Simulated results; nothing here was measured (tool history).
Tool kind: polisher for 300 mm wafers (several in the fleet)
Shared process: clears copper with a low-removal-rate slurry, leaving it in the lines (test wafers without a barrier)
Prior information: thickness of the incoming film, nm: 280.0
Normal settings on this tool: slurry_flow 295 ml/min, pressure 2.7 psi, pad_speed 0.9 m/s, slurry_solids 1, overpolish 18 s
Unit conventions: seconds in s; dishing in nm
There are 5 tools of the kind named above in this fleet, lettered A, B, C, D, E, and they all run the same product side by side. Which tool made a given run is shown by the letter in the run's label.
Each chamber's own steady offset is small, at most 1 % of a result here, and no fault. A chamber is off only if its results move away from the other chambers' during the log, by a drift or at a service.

run	hour	slurry_flow	pressure	pad_speed	slurry_solids	overpolish	wafers polished on this pad	hours since the slurry nozzle was cleaned	hours since the head pressure was calibrated	hours since the slurry blender was calibrated	seconds	dishing
1D	11.1	295	2.7	0.9	1	18	168	292.6	978.3	71.6	121.4	28.979
# hour 20.6: chamber E: slurry nozzle cleaned
2C	23.2	295	2.7	0.9	1	18	1183	85.1	611.3	37.3	121.16	30.533
3B	37.5	295	2.7	0.9	1	18	767	443.8	279.9	106.9	120.9	29.904
# hour 38.3: chamber C: worn pad replaced by a new one
4A	44.2	295	2.7	0.9	1	18	522	83.8	505.2	111	122.07	27.65
# hour 50.9: chamber B: worn pad replaced by a new one
# hour 56.1: chamber A: worn pad replaced by a new one
5E	58.4	295	2.7	0.9	1	18	1102	37.9	211.2	173.8	122.68	29.298
# hour 63.2: chamber B: slurry nozzle cleaned
# hour 68.1: chamber D: slurry blender recalibrated
# hour 70.8: chamber D: worn pad replaced by a new one
6B	71.7	295	2.7	0.9	1	18	220	8.5	314.1	141.1	121.39	28.472
# hour 72: chamber A: slurry blender recalibrated
# hour 73.8: chamber E: worn pad replaced by a new one
7A	80.7	295	2.7	0.9	1	18	261	120.3	541.7	8.7	121.38	29.22
8E	88.4	295	2.7	0.9	1	18	155	67.9	241.2	203.8	121.7	27.946
9C	98.9	295	2.7	0.9	1	18	642	160.8	687	113	121.33	29.7
10D	105.3	295	2.7	0.9	1	18	365	386.8	1072.5	37.3	119.21	29.042
11A	114.4	295	2.7	0.9	1	18	618	154	575.4	42.4	120.62	28.023
# hour 114.9: chamber D: slurry nozzle cleaned
12C	125.5	295	2.7	0.9	1	18	924	187.4	713.6	139.6	121.03	28.768
# hour 130: chamber A: worn pad replaced by a new one
# hour 132.7: chamber E: slurry blender recalibrated
# hour 134.4: chamber B: worn pad replaced by a new one
13E	135.7	295	2.7	0.9	1	18	656	115.2	288.5	3.1	122.18	30.166
# hour 143: chamber C: head pressure recalibrated
14D	145.7	295	2.7	0.9	1	18	793	30.8	1112.9	77.7	122.93	28.835
# hour 150.6: chamber D: worn pad replaced by a new one
15B	152.2	295	2.7	0.9	1	18	188	89	394.6	221.6	124.36	29.186
# hour 159: chamber C: worn pad replaced by a new one
16A	159.5	295	2.7	0.9	1	18	312	199.1	620.5	87.5	121.9	29.16
# hour 169.5: chamber D: slurry blender recalibrated
17D	170.6	295	2.7	0.9	1	18	212	55.7	1137.8	1.1	121.44	28.753
18E	180.5	295	2.7	0.9	1	18	1130	160	333.3	47.9	121.78	29.871
# hour 189.4: chamber E: worn pad replaced by a new one
19B	190.5	295	2.7	0.9	1	18	594	127.3	432.9	259.9	125.9	27.065
# hour 194.3: chamber A: worn pad replaced by a new one
20C	199.9	295	2.7	0.9	1	18	433	261.8	56.9	214	118.01	28.763
# hour 200.7: chamber A: slurry blender recalibrated
21C	207.7	295	2.7	0.9	1	18	516	269.6	64.7	221.8	123.77	28.29
# hour 215.1: chamber B: worn pad replaced by a new one
22B	216.1	295	2.7	0.9	1	18	10	152.9	458.5	285.5	129.56	27.121
# hour 216.2: chamber E: slurry nozzle cleaned
# hour 219.9: chamber D: worn pad replaced by a new one
23E	227	295	2.7	0.9	1	18	398	10.8	379.8	94.4	120.71	29.392
24D	234.4	295	2.7	0.9	1	18	154	119.5	1201.6	64.9	122.01	29.069
# hour 246: chamber C: slurry blender recalibrated
25A	246	295	2.7	0.9	1	18	547	285.6	707	45.4	122.52	28.201
# hour 247.7: chamber B: slurry blender recalibrated
26D	260.5	295	2.7	0.9	1	18	430	145.6	1227.7	91	123.15	28.355
# hour 265.8: chamber A: worn pad replaced by a new one
27B	272.1	295	2.7	0.9	1	18	603	208.9	514.5	24.4	133.04	25.795
# hour 273.7: chamber C: worn pad replaced by a new one
# hour 279.5: chamber C: slurry nozzle cleaned
# hour 279.6: chamber D: slurry blender recalibrated
28C	285.7	335	2.7	0.9	1.1	18	127	6.3	142.7	39.8	118.18	30.437
# hour 295.7: chamber D: worn pad replaced by a new one
29E	297.1	335	2.7	0.9	1.1	18	1141	80.9	449.9	164.5	117.57	30.007
30A	307.1	335	2.7	0.9	1.1	18	437	346.7	768.1	106.5	122.28	29.253
31D	314.5	335	2.7	0.9	1.1	18	199	199.6	1281.7	34.9	117.08	29.112

Is one chamber off against the others, does the gauge drift, or is nothing wrong? If a chamber is off, say which, and what the likeliest cause is.

One chamber, B, drifts off from the rest bit by bit.
Likeliest cause: head's pressure below its setpoint, % = 11.2.

Here are 4 candidates for chamber B's next run, each the usual settings with a change, their results left as question marks. Which one brings its results back in line with what the others give on the usual settings?
In line here means within this much of the mean the other chambers give on the usual settings: seconds 5.6 s; dishing 2.3 nm
32B-1	325.1	295	2.8	0.96	1	18					?	?
32B-2	325.1	290	2.4	0.8	1	18					?	?
32B-3	325.1	295	2.6	0.84	1	18					?	?
32B-4	325.1	300	3	1	1	18					?	?

Average result of the remaining chambers running the usual settings: seconds 122.12 s; dishing 28.862 nm
run	seconds	dishing
32B-1	123.2	28.434
32B-2	173.11	20.952
32B-3	151.77	23.624
32B-4	110.12	31.394
With 32B-1, the chamber falls back in line with the rest.
